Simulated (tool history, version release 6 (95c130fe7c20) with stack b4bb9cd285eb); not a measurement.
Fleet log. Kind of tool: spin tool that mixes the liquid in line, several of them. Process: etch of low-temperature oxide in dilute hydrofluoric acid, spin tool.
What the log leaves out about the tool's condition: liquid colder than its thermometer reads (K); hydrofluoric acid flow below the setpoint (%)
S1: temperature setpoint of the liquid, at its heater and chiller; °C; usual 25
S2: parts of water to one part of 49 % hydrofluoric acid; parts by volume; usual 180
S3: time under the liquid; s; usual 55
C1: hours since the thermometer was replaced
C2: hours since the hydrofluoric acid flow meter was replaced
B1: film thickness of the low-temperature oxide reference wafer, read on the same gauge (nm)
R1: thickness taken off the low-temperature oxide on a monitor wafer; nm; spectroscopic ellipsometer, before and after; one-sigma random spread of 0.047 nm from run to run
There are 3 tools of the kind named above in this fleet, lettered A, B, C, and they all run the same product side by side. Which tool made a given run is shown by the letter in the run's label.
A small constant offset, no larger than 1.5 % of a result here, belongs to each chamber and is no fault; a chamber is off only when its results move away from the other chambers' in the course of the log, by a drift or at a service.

| run | hour | S1 | S2 | S3 | C1 | C2 | B1 | R1 |
|---|---|---|---|---|---|---|---|---|
| 1B | 10.5 | 25 | 180 | 55 | 126.3 | 483.6 | 30.034 | 5.2877 |
| 2A | 17.5 | 25 | 180 | 55 | 1829.5 | 1812.7 | 30 | 5.234 |
| 3C | 25.4 | 25 | 180 | 55 | 794.8 | 161.3 | 30.016 | 5.2464 |
| 4C | 30.8 | 25 | 180 | 55 | 800.2 | 166.7 | 29.985 | 5.3782 |
| 5A | 35.9 | 25 | 180 | 55 | 1847.9 | 1831.1 | 30.007 | 5.1919 |
| 6B | 47 | 22 | 180 | 40 | 162.8 | 520.1 | 30.001 | 3.4056 |
| 7A | 52.3 | 22 | 180 | 40 | 1864.3 | 1847.5 | 29.979 | 3.4702 |
| 8B | 63 | 22 | 180 | 40 | 178.8 | 536.1 | 29.997 | 3.4235 |
| 9C | 72.7 | 25 | 180 | 55 | 842.1 | 208.6 | 30.013 | 5.3845 |
| 10B | 83.1 | 25 | 180 | 55 | 198.9 | 556.2 | 29.989 | 5.2287 |
| 11A | 93.7 | 25 | 180 | 55 | 1905.7 | 1888.9 | 30 | 5.2472 |
| 12C | 103.5 | 25 | 180 | 55 | 872.9 | 239.4 | 30.003 | 5.3114 |
| 13B | 109.7 | 25 | 180 | 55 | 225.5 | 582.8 | 30.006 | 5.2996 |
| 14A | 117.2 | 25 | 180 | 55 | 1929.2 | 1912.4 | 30.001 | 5.1895 |
| 15C | 124.4 | 25 | 180 | 55 | 893.8 | 260.3 | 29.994 | 5.368 |
| 16C | 129.6 | 25 | 180 | 55 | 899 | 265.5 | 30.004 | 5.3364 |
| 17A | 138.3 | 25 | 180 | 55 | 1950.3 | 1933.5 | 30.015 | 5.1906 |
| 18B | 149.2 | 25 | 180 | 55 | 265 | 622.3 | 29.996 | 5.2722 |
| 19A | 159.5 | 25 | 180 | 55 | 1971.5 | 1954.7 | 29.981 | 5.2024 |
| 20B | 169.9 | 25 | 180 | 55 | 285.7 | 643 | 30.015 | 5.3021 |
| 21C | 175.6 | 25 | 180 | 55 | 945 | 311.5 | 29.993 | 5.2556 |
| 22C | 186.8 | 25 | 180 | 55 | 956.2 | 322.7 | 29.999 | 5.2542 |
| 23B | 194.8 | 25 | 180 | 55 | 310.6 | 667.9 | 29.981 | 5.1925 |
| 24A | 205.7 | 25 | 180 | 55 | 2017.7 | 2000.9 | 29.986 | 5.28 |
| 25C | 211.7 | 25 | 180 | 55 | 981.1 | 347.6 | 30.016 | 5.4347 |
| 26B | 221.1 | 25 | 180 | 55 | 336.9 | 694.2 | 29.991 | 5.2609 |
| 27A | 227.6 | 25 | 180 | 55 | 2039.6 | 2022.8 | 29.993 | 5.217 |
| 28C | 233.8 | 25 | 180 | 55 | 1003.2 | 369.7 | 29.989 | 5.3561 |

What goes on in this fleet: one chamber off, a drifting gauge, or nothing beyond the chambers' own small offsets? Name the chamber and the cause, if any.

The fleet is healthy, with each chamber sitting at its usual small offset and no drift in the gauge.
